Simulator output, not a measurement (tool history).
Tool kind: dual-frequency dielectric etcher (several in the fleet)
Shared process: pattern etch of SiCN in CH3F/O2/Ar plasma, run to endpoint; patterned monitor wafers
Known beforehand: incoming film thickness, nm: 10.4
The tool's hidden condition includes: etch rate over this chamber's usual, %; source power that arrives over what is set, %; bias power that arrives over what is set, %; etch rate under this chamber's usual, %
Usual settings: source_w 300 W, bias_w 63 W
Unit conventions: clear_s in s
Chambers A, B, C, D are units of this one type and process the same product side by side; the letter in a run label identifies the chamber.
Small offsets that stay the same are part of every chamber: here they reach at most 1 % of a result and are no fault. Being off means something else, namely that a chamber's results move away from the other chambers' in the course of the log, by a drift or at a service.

run,hour,source_w,bias_w,hours since the last wet clean,hours since the last source power generator calibration,hours since the last bias power generator calibration,clear_s
1D,4.3,300,63,234.7,3044.8,871.1,32.528
2C,9.0,300,63,349.1,694.3,2580.3,32.313
3A,13.9,300,63,234.3,142.5,1956.8,32.331
4B,19.9,300,63,45.7,1635.2,1268.5,32.336
5C,27.2,300,63,367.3,712.5,2598.5,32.472
6A,32.3,380,63,252.7,160.9,1975.2,29.713
7B,37.1,380,63,62.9,1652.4,1285.7,29.201
8D,43.0,380,63,273.4,3083.5,909.8,29.734
9A,46.9,380,63,267.3,175.5,1989.8,29.561
# hour 50.3: chamber C: wet clean of the chamber
10B,53.3,300,57,79.1,1668.6,1301.9,33.174
11D,59.1,300,57,289.5,3099.6,925.9,33.719
12C,62.5,300,57,12.2,747.8,2633.8,33.351
13D,67.6,300,57,298.0,3108.1,934.4,33.676
14B,73.6,300,63,99.4,1688.9,1322.2,32.050
15A,78.8,300,63,299.2,207.4,2021.7,32.259
16C,82.4,300,63,32.1,767.7,2653.7,31.966
17A,86.5,300,63,306.9,215.1,2029.4,32.597
# hour 88.5: chamber A: wet clean of the chamber
18B,90.3,300,63,116.1,1705.6,1338.9,32.490
19D,97.2,300,63,327.6,3137.7,964.0,32.666
20C,101.9,250,63,51.6,787.2,2673.2,34.761
21A,106.2,250,63,17.7,234.8,2049.1,33.636
22B,111.7,250,63,137.5,1727.0,1360.3,34.478
23D,116.2,250,63,346.6,3156.7,983.0,34.703
24C,121.4,300,63,71.1,806.7,2692.7,32.357
25C,125.4,300,63,75.1,810.7,2696.7,32.101
26B,129.1,300,63,154.9,1744.4,1377.7,32.137
27A,132.4,300,77,43.9,261.0,2075.3,28.838
28D,135.8,300,77,366.2,3176.3,1002.6,29.945
29A,141.5,300,77,53.0,270.1,2084.4,28.956
30B,148.3,300,77,174.1,1763.6,1396.9,29.579
31C,155.3,300,63,105.0,840.6,2726.6,32.129

Read the log: is a single chamber off, either drifting away or since a service, is the gauge that measures every chamber drifting, or is nothing wrong beyond small per-chamber offsets? Name any odd chamber and what most likely caused it.

Chamber A came out of a service off from its peers and stayed that way.
Likeliest cause: etch rate over this chamber's usual, % = 3.85.

Which of the 4 candidates below, each the usual settings with something changed and its results left as question marks, puts chamber A back in line with what the other chambers give on the usual settings?
In-line tolerance around the mean of the other chambers on the usual settings: clear_s 0.570 s
32A-1,160.8,270,58,,,,?
32A-2,160.8,360,63,,,,?
32A-3,160.8,320,66,,,,?
32A-4,160.8,270,63,,,,?

On the usual settings, the other chambers give on average: clear_s 32.288 s
run,clear_s
32A-1,33.321
32A-2,29.053
32A-3,29.873
32A-4,32.362
It is 32A-4 that realigns the chamber with its peers.
